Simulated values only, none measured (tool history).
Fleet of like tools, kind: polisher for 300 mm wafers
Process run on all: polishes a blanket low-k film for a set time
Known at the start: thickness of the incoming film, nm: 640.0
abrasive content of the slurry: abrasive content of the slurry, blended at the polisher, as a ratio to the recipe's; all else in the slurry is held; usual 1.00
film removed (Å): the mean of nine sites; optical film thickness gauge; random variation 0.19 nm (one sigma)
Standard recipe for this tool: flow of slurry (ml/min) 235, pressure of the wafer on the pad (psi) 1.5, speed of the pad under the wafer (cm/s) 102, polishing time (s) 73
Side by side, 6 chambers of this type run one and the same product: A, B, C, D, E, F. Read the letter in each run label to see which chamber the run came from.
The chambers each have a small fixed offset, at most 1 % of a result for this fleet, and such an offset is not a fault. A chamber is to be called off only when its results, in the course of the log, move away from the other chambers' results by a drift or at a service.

run,day,flow of slurry (ml/min),pressure of the wafer on the pad (psi),speed of the pad under the wafer (cm/s),abrasive content of the slurry,polishing time (s),film removed (Å)
1D,0.188,235,1.5,102,1.00,73,261.62
2F,0.429,235,1.5,102,1.00,73,261.31
# day 0.458: chamber F: worn pad replaced by a new one
# day 0.588: chamber F: slurry blender recalibrated
3B,0.600,235,1.5,102,1.00,73,267.26
# day 0.654: chamber C: head pressure recalibrated
4A,0.829,235,1.5,102,1.00,73,262.82
# day 0.933: chamber F: slurry nozzle cleaned
# day 0.954: chamber C: worn pad replaced by a new one
# day 1.017: chamber D: slurry blender recalibrated
5C,1.112,235,1.5,102,1.00,73,261.86
6E,1.250,235,1.5,102,1.00,73,263.64
# day 1.258: chamber E: head pressure recalibrated
# day 1.308: chamber E: worn pad replaced by a new one
# day 1.317: chamber C: slurry nozzle cleaned
# day 1.504: chamber D: conditioning disc replaced and pad reconditioned
7C,1.525,180,1.5,82,1.00,73,212.78
8D,1.738,180,1.5,82,1.00,73,210.79
9F,1.888,180,1.5,82,1.00,73,211.63
# day 2.150: chamber D: worn pad replaced by a new one
10B,2.188,180,1.5,82,1.00,73,212.47
# day 2.267: chamber A: conditioning disc replaced and pad reconditioned
11A,2.500,180,1.5,82,1.00,73,215.06
# day 2.629: chamber A: worn pad replaced by a new one
12E,2.796,180,1.5,82,1.00,73,212.63
# day 2.842: chamber B: slurry nozzle cleaned
# day 2.971: chamber E: worn pad replaced by a new one
# day 2.979: chamber B: head pressure recalibrated
# day 3.029: chamber B: worn pad replaced by a new one
13D,3.042,235,1.0,102,1.00,52,125.25
14B,3.204,235,1.0,102,1.00,52,133.78
# day 3.354: chamber A: slurry blender recalibrated
# day 3.388: chamber F: worn pad replaced by a new one
15A,3.446,235,1.0,102,1.00,52,122.10
16C,3.696,235,1.0,102,1.00,52,127.58
17F,3.946,235,1.0,102,1.00,52,124.54
18E,4.221,235,1.0,102,1.00,52,126.58
# day 4.242: chamber C: conditioning disc replaced and pad reconditioned
# day 4.296: chamber E: slurry nozzle cleaned
19F,4.462,235,1.5,102,1.00,73,260.49
# day 4.588: chamber F: slurry blender recalibrated
20B,4.679,235,1.5,102,1.00,73,279.90
21D,4.833,235,1.5,102,0.75,73,227.49
22C,5.096,235,1.5,102,0.75,73,229.37
# day 5.108: chamber E: worn pad replaced by a new one
# day 5.179: chamber E: slurry blender recalibrated
23A,5.308,235,1.5,102,0.75,73,231.20
# day 5.508: chamber D: slurry nozzle cleaned
24E,5.521,235,1.5,102,0.75,73,227.84
# day 5.721: chamber A: worn pad replaced by a new one
# day 5.800: chamber C: worn pad replaced by a new one
25E,5.821,235,1.5,102,0.75,73,230.87
26C,6.004,235,1.5,102,0.75,73,227.27
# day 6.021: chamber F: conditioning disc replaced and pad reconditioned
27D,6.217,235,1.5,102,1.00,73,261.67
# day 6.238: chamber B: worn pad replaced by a new one
# day 6.288: chamber D: slurry blender recalibrated
28A,6.392,235,1.5,102,1.00,73,262.16
29F,6.567,235,1.5,102,1.00,73,258.50
30B,6.842,235,1.5,102,1.00,73,279.07
# day 6.871: chamber F: worn pad replaced by a new one
# day 6.900: chamber E: worn pad replaced by a new one
# day 6.900: chamber C: slurry blender recalibrated
31E,7.033,235,1.5,102,1.00,73,264.70
# day 7.171: chamber E: conditioning disc replaced and pad reconditioned
# day 7.233: chamber D: worn pad replaced by a new one
32F,7.338,235,1.5,102,1.00,73,261.05
# day 7.596: chamber A: conditioning disc replaced and pad reconditioned
33C,7.596,165,1.1,102,1.00,73,184.97
34A,7.842,165,1.1,102,1.00,73,182.70
35D,8.088,165,1.1,102,1.00,73,183.29
36B,8.271,165,1.1,102,1.00,73,193.13
37A,8.517,165,1.1,102,1.00,73,181.96
38B,8.704,165,1.1,102,1.00,73,191.84
# day 8.896: chamber E: worn pad replaced by a new one
39E,8.950,235,1.5,102,1.00,73,260.87
40D,9.221,235,1.5,102,1.00,73,257.92
41C,9.417,235,1.5,102,1.00,73,258.91

Is one chamber out of step, is the gauge drifting, or do the chambers differ by no more than their own small offsets? For an off chamber, give its letter and the likeliest cause.

The work done on chamber B during a service left it standing apart from the others.
Cause: head's pressure above its setpoint, % = 5.91.

Chamber B could run next with any of the 4 candidate recipes listed below; each alters the usual settings, and their results appear as question marks. Which one brings its results back in line with what the other chambers deliver on the usual settings?
In line means no further than this from the other chambers' mean on the usual settings: film removed (Å) 6.50
42B-1,9.642,235,1.5,100,1.00,70,?
42B-2,9.642,235,1.5,104,1.00,76,?
42B-3,9.642,235,1.5,102,1.05,73,?
42B-4,9.642,235,1.5,102,1.00,72,?

What the other chambers average on the usual settings: film removed (Å) 261.68
run,film removed (Å)
42B-1,262.11
42B-2,293.54
42B-3,283.81
42B-4,273.85
It is 42B-1 that realigns the chamber with its peers.
